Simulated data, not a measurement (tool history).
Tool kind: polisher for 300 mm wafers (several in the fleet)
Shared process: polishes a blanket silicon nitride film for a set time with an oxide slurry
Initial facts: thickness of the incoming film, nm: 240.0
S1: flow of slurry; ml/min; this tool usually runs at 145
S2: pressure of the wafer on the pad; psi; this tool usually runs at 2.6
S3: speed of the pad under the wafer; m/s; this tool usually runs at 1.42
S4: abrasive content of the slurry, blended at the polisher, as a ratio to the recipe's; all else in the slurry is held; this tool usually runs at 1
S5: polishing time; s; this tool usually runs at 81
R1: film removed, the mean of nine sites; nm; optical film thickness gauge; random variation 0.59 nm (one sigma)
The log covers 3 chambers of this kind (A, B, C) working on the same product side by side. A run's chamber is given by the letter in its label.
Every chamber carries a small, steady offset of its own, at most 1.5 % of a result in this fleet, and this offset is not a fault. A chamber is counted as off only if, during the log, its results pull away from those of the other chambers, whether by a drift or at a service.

run,hour,S1,S2,S3,S4,S5,R1
# hour 0.5: chamber C: slurry nozzle cleaned
1C,5.8,145,2.6,1.42,1,81,53.047
# hour 7.7: chamber B: worn pad replaced by a new one
2A,10.3,145,2.6,1.42,1,81,53.065
3B,16.1,145,2.6,1.42,1,81,53.101
4B,21.6,145,2.6,1.42,1,81,53.554
# hour 22.0: chamber C: worn pad replaced by a new one
5A,26.3,145,2.6,1.42,1,81,51.881
6C,29.4,145,2.6,1.42,1,81,52.932
7B,33.6,145,2.6,1.42,1,81,52.866
8A,40.2,145,2.6,1.42,1,81,51.838
# hour 45.6: chamber A: worn pad replaced by a new one
9C,47.0,145,2.0,1.42,1,81,39.903
10B,51.1,145,2.0,1.42,1,81,40.706
# hour 52.2: chamber C: head pressure recalibrated
11A,55.4,145,2.0,1.42,1,81,41.066
12C,61.6,145,2.6,1.42,1,81,51.222
13A,67.1,145,2.6,1.42,1,81,52.221
14C,70.4,145,2.6,1.42,1,81,51.838
15B,75.0,145,2.6,1.42,1,81,51.976
16C,81.6,145,2.6,1.42,1,81,51.369
17B,85.9,145,2.6,1.42,1,81,54.089
18A,89.2,145,2.6,1.42,1,81,52.232
19A,96.1,175,2.6,1.64,1,81,59.767
20B,102.3,175,2.6,1.64,1,81,61.706
21C,108.4,175,2.6,1.64,1,81,57.766
22C,113.9,145,2.6,1.42,1,81,50.036
23A,118.0,145,2.6,1.42,1,81,51.959
# hour 118.5: chamber C: conditioning disc replaced and pad reconditioned
# hour 122.5: chamber A: slurry blender recalibrated
24B,124.4,145,2.6,1.42,1,81,52.238
25B,127.9,145,2.6,1.42,1,81,53.650
26C,131.3,145,2.6,1.42,1,81,50.745
# hour 131.8: chamber B: worn pad replaced by a new one
27A,137.3,145,2.6,1.42,1,81,51.185
28B,143.2,145,2.6,1.42,1,81,53.214
29C,147.1,145,2.6,1.42,1,81,47.829
30A,151.6,145,2.6,1.42,1,81,51.048
31C,155.9,145,2.6,1.42,1,81,49.308

Has any chamber moved away from the others, gradually or after a service, or does the common gauge drift, or do the chambers differ only by their own small steady offsets? State the chamber and the most likely cause if one applies.

Little by little, chamber C moves away from the other chambers.
Most likely cause: abrasive missing from the slurry, % = 15.7.
From this log alone, it may not be told apart from: removal rate lost through wear of the pad, %; slurry flow missing at the pad, %.

Here are 4 candidates for chamber C's next run, each the usual settings with a change, their results left as question marks. Which one brings its results back in line with what the others give on the usual settings?
Allowed miss from the other chambers' usual-settings mean, per result, to count as in line: R1 2.100 nm
32C-1,161.1,145,2.6,1.20,0.95,81,?
32C-2,161.1,145,2.5,1.38,1.00,79,?
32C-3,161.1,145,2.6,1.52,1.05,88,?
32C-4,161.1,145,2.8,1.42,1.00,81,?

Mean of the other chambers on the usual settings: R1 52.582 nm
run,R1
32C-1,41.305
32C-2,44.409
32C-3,56.915
32C-4,52.191
It is 32C-4 that realigns the chamber with its peers.
